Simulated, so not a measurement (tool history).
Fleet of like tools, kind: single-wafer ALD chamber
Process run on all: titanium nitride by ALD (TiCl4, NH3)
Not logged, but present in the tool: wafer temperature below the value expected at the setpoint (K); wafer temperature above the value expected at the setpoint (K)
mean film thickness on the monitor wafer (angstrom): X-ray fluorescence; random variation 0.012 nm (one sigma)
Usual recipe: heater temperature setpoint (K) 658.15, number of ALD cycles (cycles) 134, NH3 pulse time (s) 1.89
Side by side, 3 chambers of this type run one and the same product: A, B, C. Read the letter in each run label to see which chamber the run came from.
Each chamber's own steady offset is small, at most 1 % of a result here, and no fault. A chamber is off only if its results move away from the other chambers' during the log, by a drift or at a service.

| run | hour | heater temperature setpoint (K) | number of ALD cycles (cycles) | NH3 pulse time (s) | hours since the last thermocouple change | read-back reference wafer on the same gauge, thickness_nm | mean film thickness on the monitor wafer (angstrom) |
|---|---|---|---|---|---|---|---|
| 1C | 11 | 658.15 | 134 | 1.89 | 284 | 2.8797 | 29.075 |
| 2B | 21.5 | 658.15 | 134 | 1.89 | 666.4 | 2.879 | 28.779 |
| 3A | 28.8 | 658.15 | 134 | 1.89 | 348.6 | 2.8804 | 29.006 |
| 4C | 40.5 | 658.15 | 134 | 1.89 | 313.5 | 2.8784 | 29.024 |
| 5B | 49.6 | 658.15 | 134 | 1.89 | 694.5 | 2.8778 | 28.781 |
| 6A | 56.3 | 658.15 | 157 | 1.18 | 376.1 | 2.8769 | 33.15 |
| 7A | 66.2 | 658.15 | 157 | 1.18 | 386 | 2.8789 | 33.177 |
| 8C | 73.6 | 658.15 | 157 | 1.18 | 346.6 | 2.8778 | 33.02 |
| 9B | 81.3 | 658.15 | 134 | 1.89 | 726.2 | 2.879 | 28.859 |
| 10B | 87.3 | 658.15 | 134 | 1.89 | 732.2 | 2.8777 | 28.947 |
| 11C | 98.1 | 658.15 | 134 | 1.89 | 371.1 | 2.8771 | 28.959 |
| 12A | 103.5 | 658.15 | 134 | 1.89 | 423.3 | 2.8787 | 29.205 |
| 13B | 113.9 | 658.15 | 134 | 1.89 | 758.8 | 2.8775 | 28.841 |
| 14A | 121.2 | 658.15 | 134 | 1.89 | 441 | 2.8807 | 29.064 |
| 15C | 126.6 | 658.15 | 134 | 1.89 | 399.6 | 2.8773 | 28.979 |
| 16C | 137.5 | 658.15 | 134 | 1.89 | 410.5 | 2.8816 | 28.963 |
| 17B | 145 | 658.15 | 134 | 1.89 | 789.9 | 2.8788 | 28.968 |
| 18A | 155.4 | 658.15 | 134 | 1.89 | 475.2 | 2.8788 | 29.245 |
| 19A | 164.6 | 658.15 | 134 | 1.89 | 484.4 | 2.8774 | 29.13 |
| 20C | 172.6 | 658.15 | 134 | 1.89 | 445.6 | 2.8815 | 28.897 |
| 21B | 184.3 | 658.15 | 134 | 1.89 | 829.2 | 2.8806 | 28.863 |
| 22A | 192.9 | 658.15 | 134 | 1.89 | 512.7 | 2.8792 | 29.172 |
| 23C | 202.9 | 658.15 | 134 | 1.89 | 475.9 | 2.8811 | 29.174 |
| 24B | 213 | 658.15 | 134 | 1.89 | 857.9 | 2.8788 | 28.988 |
| 25C | 222.8 | 658.15 | 134 | 1.89 | 495.8 | 2.8792 | 28.869 |
| 26A | 234.1 | 658.15 | 110 | 2.19 | 553.9 | 2.8786 | 24.139 |
| 27B | 239.6 | 658.15 | 110 | 2.19 | 884.5 | 2.8806 | 23.967 |
| 28A | 250 | 658.15 | 110 | 2.19 | 569.8 | 2.8847 | 24.14 |
| 29B | 256.7 | 658.15 | 134 | 1.89 | 901.6 | 2.8827 | 28.837 |
| 30C | 264.6 | 658.15 | 134 | 1.89 | 537.6 | 2.8818 | 28.849 |
| 31A | 269.8 | 650.15 | 134 | 1.89 | 589.6 | 2.8795 | 28.797 |
| 32C | 280.9 | 650.15 | 134 | 1.89 | 553.9 | 2.8788 | 28.724 |
| 33B | 286.5 | 650.15 | 134 | 1.89 | 931.4 | 2.8798 | 28.721 |
| 34A | 292.8 | 658.15 | 134 | 1.89 | 612.6 | 2.8818 | 29.129 |
| 35B | 299.4 | 658.15 | 134 | 1.89 | 944.3 | 2.8819 | 28.942 |
| 36C | 305.5 | 658.15 | 134 | 1.89 | 578.5 | 2.8781 | 28.984 |
| 37B | 316.2 | 658.15 | 134 | 1.89 | 961.1 | 2.8802 | 28.732 |
| 38C | 321.7 | 658.15 | 134 | 1.89 | 594.7 | 2.8781 | 28.926 |
| 39A | 331.1 | 658.15 | 134 | 1.89 | 650.9 | 2.8795 | 29.089 |
| 40C | 339.7 | 658.15 | 134 | 1.89 | 612.7 | 2.8832 | 28.916 |
| 41A | 350 | 658.15 | 134 | 1.89 | 669.8 | 2.8852 | 29.168 |
| 42B | 356.6 | 658.15 | 134 | 1.89 | 1001.5 | 2.8794 | 29.057 |

Each of the 3 chambers runs these same settings next. Fill in every chamber's results:
| 43A | 365.2 | 664.15 | 134 | 1.89 |  |  | ? |
| 43B | 365.2 | 664.15 | 134 | 1.89 |  |  | ? |
| 43C | 365.2 | 664.15 | 134 | 1.89 |  |  | ? |

| run | mean film thickness on the monitor wafer (angstrom) |
|---|---|
| 43A | 29.144 |
| 43B | 29.138 |
| 43C | 29.14 |
